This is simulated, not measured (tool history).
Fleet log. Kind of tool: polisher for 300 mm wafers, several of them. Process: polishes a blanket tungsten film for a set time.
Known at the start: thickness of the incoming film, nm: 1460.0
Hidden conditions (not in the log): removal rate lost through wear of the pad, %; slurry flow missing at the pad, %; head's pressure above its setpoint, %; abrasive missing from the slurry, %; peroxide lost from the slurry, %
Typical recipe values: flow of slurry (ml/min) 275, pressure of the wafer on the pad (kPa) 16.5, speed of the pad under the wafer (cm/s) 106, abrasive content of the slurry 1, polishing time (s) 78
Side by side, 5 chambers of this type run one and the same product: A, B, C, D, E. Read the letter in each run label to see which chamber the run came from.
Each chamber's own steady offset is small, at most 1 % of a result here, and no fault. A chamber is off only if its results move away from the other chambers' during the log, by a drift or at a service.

run	hour	flow of slurry (ml/min)	pressure of the wafer on the pad (kPa)	speed of the pad under the wafer (cm/s)	abrasive content of the slurry	polishing time (s)	wafers polished on this pad	hours since the slurry nozzle was cleaned	hours since the head pressure was calibrated	hours since the slurry blender was calibrated	hours since the slurry got fresh peroxide	film removed (nm)
1D	2.5	275	16.5	106	1	78	586	36.7	650.1	355.2	19.7	267.55
2E	6	275	16.5	106	1	78	784	130	616.8	311.6	116.4	268.61
3C	8.8	275	16.5	106	1	78	831	64.4	974.4	75	105.4	264.37
# hour 10.3: chamber B: worn pad replaced by a new one
4A	12.9	275	16.5	106	1	78	749	282.6	441.7	47.8	108.1	267.09
# hour 13.6: chamber E: slurry blender recalibrated
# hour 14.8: chamber B: head pressure recalibrated
5B	16	275	16.5	106	1	78	45	36.5	1.2	99.9	99.3	264.66
6E	19.8	275	16.5	106	1	78	894	143.8	630.6	6.2	130.2	272.02
7B	22.3	275	16.5	106	1	78	96	42.8	7.5	106.2	105.6	269.32
8D	25.4	275	16.5	106	1	78	769	59.6	673	378.1	42.6	266.31
9C	28.9	275	16.5	106	1	78	992	84.5	994.5	95.1	125.5	262.24
10A	31.1	275	16.5	106	1	78	895	300.8	459.9	66	126.3	265.49
# hour 33.4: chamber D: slurry tank refilled with fresh slurry and peroxide
# hour 35.1: chamber C: slurry tank refilled with fresh slurry and peroxide
11D	35.5	275	16.5	106	1	78	850	69.7	683.1	388.2	2.1	264.68
12A	38	275	16.5	106	1	78	950	307.7	466.8	72.9	133.2	264.68
13B	42.2	275	16.5	106	1.15	91	255	62.7	27.4	126.1	125.5	321.56
14E	44.5	275	16.5	106	1.15	91	1092	168.5	655.3	30.9	154.9	323.11
# hour 45.4: chamber E: slurry tank refilled with fresh slurry and peroxide
15C	46.5	275	16.5	106	1.15	91	1132	102.1	1012.1	112.7	11.5	318.35
16C	49.2	275	16.5	106	1.15	91	1154	104.8	1014.8	115.4	14.2	315.09
# hour 52.2: chamber B: slurry tank refilled with fresh slurry and peroxide
17A	52.2	275	16.5	106	1.15	91	1064	321.9	481	87.1	147.4	317.66
18E	55.5	275	16.5	106	1	78	1180	179.5	666.3	41.9	10.1	272.36
19B	59.5	275	16.5	106	1	78	394	80	44.7	143.4	7.3	264.46
20D	63.8	275	16.5	106	1	78	1077	98	711.4	416.5	30.4	270.03
# hour 64.8: chamber B: worn pad replaced by a new one
21B	67.9	275	16.5	106	1	78	25	88.4	53.1	151.8	15.7	265.42
22D	71.2	275	16.5	106	1	78	1136	105.4	718.8	423.9	37.8	269.44
# hour 73.9: chamber E: worn pad replaced by a new one
# hour 74.5: chamber D: slurry tank refilled with fresh slurry and peroxide
23C	75.2	230	16.5	106	1.1	78	1362	130.8	1040.8	141.4	40.2	267.18
# hour 76.4: chamber A: slurry tank refilled with fresh slurry and peroxide
24E	78.8	230	16.5	106	1.1	78	39	202.8	689.6	65.2	33.4	270.17
25A	81.3	230	16.5	106	1.1	78	1297	351	510.1	116.2	5	254.75
26C	85.1	230	16.5	106	1.1	78	1441	140.7	1050.7	151.3	50.1	262.07
27D	88	230	16.5	106	1.1	78	1270	122.2	735.6	440.7	13.6	266
# hour 88.2: chamber A: head pressure recalibrated
28E	91.4	275	16.5	106	1	78	140	215.4	702.2	77.8	46	270.5
# hour 94.3: chamber B: slurry blender recalibrated
29A	95.5	275	16.5	106	1	78	1411	365.2	7.3	130.4	19.2	256.28
30B	99.3	275	16.5	106	1	78	276	119.8	84.5	5	47.1	263.52
# hour 100: chamber C: worn pad replaced by a new one
31C	102.5	275	16.5	106	1	78	20	158.1	1068.1	168.7	67.5	266.49
32E	104.8	195	16.5	106	1	78	247	228.8	715.6	91.2	59.4	258.09
33A	108.4	195	16.5	106	1	78	1514	378.1	20.2	143.3	32.1	241.77
34B	112.9	195	16.5	106	1	78	385	133.4	98.1	18.6	60.7	256.03

The same settings go to every chamber for the next run, one line per chamber below. Forecast the results for each:
35A	116.2	275	16.5	124	1	78						?
35B	116.2	275	16.5	124	1	78						?
35C	116.2	275	16.5	124	1	78						?
35D	116.2	275	16.5	124	1	78						?
35E	116.2	275	16.5	124	1	78						?

run	film removed (nm)
35A	290.11
35B	319.5
35C	312.08
35D	309.77
35E	318.56

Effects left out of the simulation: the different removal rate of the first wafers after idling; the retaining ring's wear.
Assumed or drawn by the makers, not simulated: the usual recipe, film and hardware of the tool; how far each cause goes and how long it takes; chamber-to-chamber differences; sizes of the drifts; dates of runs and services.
